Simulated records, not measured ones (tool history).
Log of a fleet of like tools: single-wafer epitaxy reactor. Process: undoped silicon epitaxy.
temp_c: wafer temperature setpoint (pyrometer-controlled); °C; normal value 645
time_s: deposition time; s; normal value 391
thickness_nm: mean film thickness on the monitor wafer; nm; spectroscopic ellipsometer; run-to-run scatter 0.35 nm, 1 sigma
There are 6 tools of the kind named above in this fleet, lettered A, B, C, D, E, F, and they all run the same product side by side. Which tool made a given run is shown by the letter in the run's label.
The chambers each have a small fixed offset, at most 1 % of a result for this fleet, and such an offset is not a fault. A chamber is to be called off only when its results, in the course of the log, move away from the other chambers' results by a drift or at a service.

run	hour	temp_c	time_s	hours since the last pyrometer calibration	read-back reference wafer on the same gauge, thickness_nm	thickness_nm
1B	6.2	645	391	607.8	56.222	58.888
2A	15.3	645	391	825.9	56.234	58.819
3C	22.7	645	391	1124.7	56.167	58.573
4D	33.2	645	391	998.2	56.106	58.190
5F	40.9	645	391	206.6	56.145	59.142
6E	47.2	645	391	1297.9	56.229	59.033
7F	54.7	645	391	220.4	56.142	59.052
8B	60.8	645	391	662.4	56.174	59.273
9E	71.6	645	391	1322.3	56.257	59.215
10A	78.3	645	391	888.9	56.059	59.573
11D	85.3	645	391	1050.3	56.217	59.159
# hour 87.5: chamber D: pyrometer calibrated
12C	91.8	645	391	1193.8	56.130	57.555
13A	100.7	645	391	911.3	56.244	58.789
14F	107.1	645	391	272.8	56.181	59.123
15D	118.3	645	391	30.9	56.184	59.425
16E	128.8	645	391	1379.5	56.180	59.629
17C	137.8	645	391	1239.8	56.162	56.900
18B	145.9	645	391	747.5	56.084	58.955
19A	151.0	640	391	961.6	56.196	52.371
20C	158.2	640	391	1260.2	56.214	50.934
21B	165.8	640	391	767.4	56.247	52.566
22F	172.7	640	391	338.4	56.210	52.973
23D	179.9	640	391	92.5	56.243	52.855
24E	189.4	640	391	1440.1	56.224	53.321
25F	196.0	645	391	361.7	56.277	59.168
26A	201.1	631	453	1011.7	56.213	49.632
27E	212.1	631	453	1462.8	56.152	49.880
28C	219.1	631	453	1321.1	56.166	47.353
29B	224.9	631	453	826.5	56.229	50.396
30D	232.6	631	453	145.2	56.170	50.102
31E	240.2	631	453	1490.9	56.215	49.834
32D	246.6	645	391	159.2	56.234	58.707
33C	252.0	645	391	1354.0	56.142	55.432
34A	257.4	645	391	1068.0	56.295	59.087
35F	267.8	645	391	433.5	56.121	58.961
36B	278.5	636	344	880.1	56.136	42.459

What goes on in this fleet: one chamber off, a drifting gauge, or nothing beyond the chambers' own small offsets? Name the chamber and the cause, if any.

Chamber C drifts away from the others.
What lies behind it: wafer temperature below the value expected at the setpoint (K) = 3.15.

Which of the 4 candidates below, each the usual settings with something changed and its results left as question marks, puts chamber C back in line with what the other chambers give on the usual settings?
Maximum distance from the other chambers' mean on the usual settings for a result to count as in line: thickness_nm 1.200 nm
37C-1	286.7	645	441			?
37C-2	286.7	645	362			?
37C-3	286.7	645	345			?
37C-4	286.7	645	420			?

What the other chambers average on the usual settings: thickness_nm 59.113 nm
run	thickness_nm
37C-1	61.947
37C-2	50.850
37C-3	48.462
37C-4	58.997
It is 37C-4 that realigns the chamber with its peers.

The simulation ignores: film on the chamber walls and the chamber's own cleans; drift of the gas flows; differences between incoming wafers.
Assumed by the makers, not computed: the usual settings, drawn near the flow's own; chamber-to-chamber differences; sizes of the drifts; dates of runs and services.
